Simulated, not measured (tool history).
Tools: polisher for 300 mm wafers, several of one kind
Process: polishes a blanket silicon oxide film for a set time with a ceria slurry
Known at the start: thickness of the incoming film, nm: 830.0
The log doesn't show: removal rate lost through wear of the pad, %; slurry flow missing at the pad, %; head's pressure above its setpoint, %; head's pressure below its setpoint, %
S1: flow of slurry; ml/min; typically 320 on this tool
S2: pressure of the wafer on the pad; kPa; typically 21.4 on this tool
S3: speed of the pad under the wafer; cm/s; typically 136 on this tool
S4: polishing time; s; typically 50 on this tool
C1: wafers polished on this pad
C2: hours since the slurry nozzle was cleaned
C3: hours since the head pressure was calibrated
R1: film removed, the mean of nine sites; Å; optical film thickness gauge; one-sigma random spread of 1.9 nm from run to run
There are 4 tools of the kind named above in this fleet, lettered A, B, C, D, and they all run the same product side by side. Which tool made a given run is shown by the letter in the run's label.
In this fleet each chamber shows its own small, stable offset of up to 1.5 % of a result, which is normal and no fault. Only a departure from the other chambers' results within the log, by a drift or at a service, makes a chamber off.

run,day,S1,S2,S3,S4,C1,C2,C3,R1
1B,0.362,320,21.4,136,50,432,71.2,166.7,2632.5
2C,0.55,320,21.4,136,50,887,97.4,397.7,2641.3
3D,0.862,320,21.4,136,50,251,140.8,187.1,2575.9
4A,1.242,320,21.4,136,50,419,453.8,1406.7,2578.2
5B,1.454,320,21.4,136,50,670,97.4,192.9,2623.3
6A,1.804,320,21.4,136,50,541,467.3,1420.2,2601.7
# day 2.025: chamber A: head pressure recalibrated
7D,2.167,320,21.4,136,50,536,172.1,218.4,2593.8
# day 2.342: chamber C: worn pad replaced by a new one
8C,2.475,320,21.4,136,50,29,143.6,443.9,2643.7
9D,2.717,320,21.4,136,50,656,185.3,231.6,2595.3
# day 2.825: chamber D: slurry nozzle cleaned
10B,3.092,320,21.4,136,50,1028,136.7,232.2,2602.8
# day 3.179: chamber A: worn pad replaced by a new one
11C,3.279,320,21.4,136,50,205,162.9,463.2,2664.4
12A,3.492,320,21.4,136,50,68,507.8,35.3,2602.4
13A,3.838,235,21.4,136,35,143,516.1,43.6,1773.1
14C,4.046,235,21.4,136,35,372,181.3,481.6,1796.7
15B,4.425,235,21.4,136,35,1319,168.7,264.2,1737.5
# day 4.512: chamber D: worn pad replaced by a new one
16D,4.671,235,21.4,136,35,34,44.4,278.5,1786.2
17D,4.938,320,21.4,136,50,93,50.8,284.9,2576.9
18C,5.3,275,15.2,136,50,646,211.4,511.7,1843.2
19A,5.538,275,15.2,136,50,514,556.9,84.4,1840.8
20B,5.783,275,15.2,136,50,1615,201.3,296.8,1798.5
21C,6.146,275,15.2,136,50,831,231.7,532,1839.4
22D,6.538,320,14.5,136,50,442,89.2,323.3,1732.8
23A,6.762,320,14.5,136,50,782,586.3,113.8,1760.4
24B,7.1,320,14.5,136,50,1903,232.9,328.4,1747.6
# day 7.138: chamber A: worn pad replaced by a new one
# day 7.167: chamber C: worn pad replaced by a new one
25B,7.483,320,14.5,136,50,1986,242.1,337.6,1705
26D,7.858,320,21.4,136,50,730,120.9,355,2572.8
# day 7.888: chamber A: slurry nozzle cleaned
27A,8.05,320,21.4,136,50,200,3.9,144.7,2590.5
28C,8.446,320,21.4,98,50,279,286.9,587.2,1888.4
# day 8.675: chamber D: worn pad replaced by a new one
29D,8.812,320,21.4,98,50,30,143.8,377.9,1842.5
30B,9.179,320,21.4,98,50,2356,282.8,378.3,1833.3
31C,9.458,320,21.4,98,50,500,311.2,611.5,1921.3
32A,9.717,320,21.4,136,50,563,43.9,184.7,2601.7

Is one chamber off against the others, does the gauge drift, or is nothing wrong? If a chamber is off, say which, and what the likeliest cause is.

Little by little, chamber B moves away from the other chambers.
Most likely cause: removal rate lost through wear of the pad, % = 3.9.
Not necessarily distinguishable in this log from: slurry flow missing at the pad, %; head's pressure below its setpoint, %.

Here are 4 candidates for chamber B's next run, each the usual settings with a change, their results left as question marks. Which one brings its results back in line with what the others give on the usual settings?
Maximum distance from the other chambers' mean on the usual settings for a result to count as in line: R1 67 Å
33B-1,10.012,320,21.4,136,48,,,,?
33B-2,10.012,320,22.1,142,50,,,,?
33B-3,10.012,320,21.4,138,51,,,,?
33B-4,10.012,320,20.7,132,49,,,,?

Mean of the other chambers on the usual settings: R1 2609.8 Å
run,R1
33B-1,2406.8
33B-2,2701.9
33B-3,2594.6
33B-4,2307.7
It is 33B-3 that realigns the chamber with its peers.
